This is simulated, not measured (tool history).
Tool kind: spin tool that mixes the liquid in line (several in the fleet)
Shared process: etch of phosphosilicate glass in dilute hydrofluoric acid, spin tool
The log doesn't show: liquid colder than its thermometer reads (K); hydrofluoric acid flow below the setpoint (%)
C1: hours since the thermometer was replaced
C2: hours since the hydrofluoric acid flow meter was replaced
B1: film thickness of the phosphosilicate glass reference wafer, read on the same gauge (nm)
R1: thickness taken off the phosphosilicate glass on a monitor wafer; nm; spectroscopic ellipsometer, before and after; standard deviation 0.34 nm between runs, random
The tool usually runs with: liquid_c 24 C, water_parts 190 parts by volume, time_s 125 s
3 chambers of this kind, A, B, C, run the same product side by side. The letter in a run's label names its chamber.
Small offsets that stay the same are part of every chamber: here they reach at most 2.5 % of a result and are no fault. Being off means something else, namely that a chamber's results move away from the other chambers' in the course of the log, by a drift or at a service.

Run 1B, hour 11.4: usual settings; C1 342.5; C2 216.8; B1 59.958. Result: R1 34.971 nm.
Run 2C, hour 22.3: usual settings; C1 1694.7; C2 1237.2; B1 59.993. Result: R1 35.451 nm.
Run 3A, hour 34.8: usual settings; C1 768.5; C2 151.2; B1 60.013. Result: R1 35.934 nm.
Run 4C, hour 46.5: usual settings; C1 1718.9; C2 1261.4; B1 59.999. Result: R1 36.037 nm.
Run 5A, hour 61.1: usual settings; C1 794.8; C2 177.5; B1 60.001. Result: R1 36.229 nm.
Run 6B, hour 72.9: usual settings; C1 404; C2 278.3; B1 60.002. Result: R1 35.378 nm.
Run 7A, hour 83.5: usual settings but time_s 60 s; C1 817.2; C2 199.9; B1 59.996. Result: R1 17.492 nm.
Run 8B, hour 96.5: usual settings but time_s 60 s; C1 427.6; C2 301.9; B1 60.018. Result: R1 16.945 nm.
Run 9C, hour 108.8: usual settings but time_s 60 s; C1 1781.2; C2 1323.7; B1 60.027. Result: R1 17.376 nm.
Run 10C, hour 118.7: usual settings; C1 1791.1; C2 1333.6; B1 60.021. Result: R1 35.362 nm.
Run 11B, hour 133.3: usual settings; C1 464.4; C2 338.7; B1 60.005. Result: R1 34.629 nm.
Run 12A, hour 144.4: usual settings; C1 878.1; C2 260.8; B1 59.995. Result: R1 36.203 nm.
Run 13C, hour 154.7: usual settings; C1 1827.1; C2 1369.6; B1 60.001. Result: R1 35.418 nm.
Run 14A, hour 162.9: usual settings; C1 896.6; C2 279.3; B1 59.978. Result: R1 35.824 nm.
Run 15B, hour 178.6: usual settings; C1 509.7; C2 384; B1 59.985. Result: R1 35.753 nm.
Run 16B, hour 190.6: usual settings; C1 521.7; C2 396; B1 60.056. Result: R1 35.25 nm.
Run 17C, hour 205.2: usual settings; C1 1877.6; C2 1420.1; B1 59.958. Result: R1 35.822 nm.
Run 18A, hour 218.7: usual settings; C1 952.4; C2 335.1; B1 60.003. Result: R1 35.774 nm.
Run 19B, hour 232.9: usual settings but water_parts 110 parts by volume, time_s 85 s; C1 564; C2 438.3; B1 59.987. Result: R1 45.1 nm.
Run 20A, hour 242.6: usual settings but water_parts 110 parts by volume, time_s 85 s; C1 976.3; C2 359; B1 60.004. Result: R1 45.598 nm.
Run 21C, hour 257.3: usual settings but water_parts 110 parts by volume, time_s 85 s; C1 1929.7; C2 1472.2; B1 59.993. Result: R1 46.596 nm.
At hour 264: chamber B: hydrofluoric acid flow meter replaced.
Run 22A, hour 264.5: usual settings; C1 998.2; C2 380.9; B1 59.981. Result: R1 34.578 nm.
Run 23B, hour 278.2: usual settings but liquid_c 20.5 C, time_s 190 s; C1 609.3; C2 14.2; B1 59.99. Result: R1 47.749 nm.
Run 24C, hour 289.7: usual settings but liquid_c 20.5 C, time_s 190 s; C1 1962.1; C2 1504.6; B1 59.979. Result: R1 46.795 nm.
Run 25B, hour 302.9: usual settings but liquid_c 20.5 C, time_s 190 s; C1 634; C2 38.9; B1 60.012. Result: R1 46.522 nm.
Run 26A, hour 316.5: usual settings; C1 1050.2; C2 432.9; B1 59.985. Result: R1 34.544 nm.
Run 27C, hour 324.7: usual settings; C1 1997.1; C2 1539.6; B1 60.031. Result: R1 35.289 nm.
Run 28C, hour 332.6: usual settings; C1 2005; C2 1547.5; B1 60.014. Result: R1 35.57 nm.
Run 29B, hour 341.8: usual settings but liquid_c 19 C; C1 672.9; C2 77.8; B1 59.998. Result: R1 29.407 nm.

For the next run the whole fleet of 3 chambers uses the same settings. Give each chamber's results:
Run 30A, hour 353.6: usual settings but water_parts 125 parts by volume. Result: R1 ?.
Run 30B, hour 353.6: usual settings but water_parts 125 parts by volume. Result: R1 ?.
Run 30C, hour 353.6: usual settings but water_parts 125 parts by volume. Result: R1 ?.

run      R1
30A   56.46
30B  57.528
30C  59.302
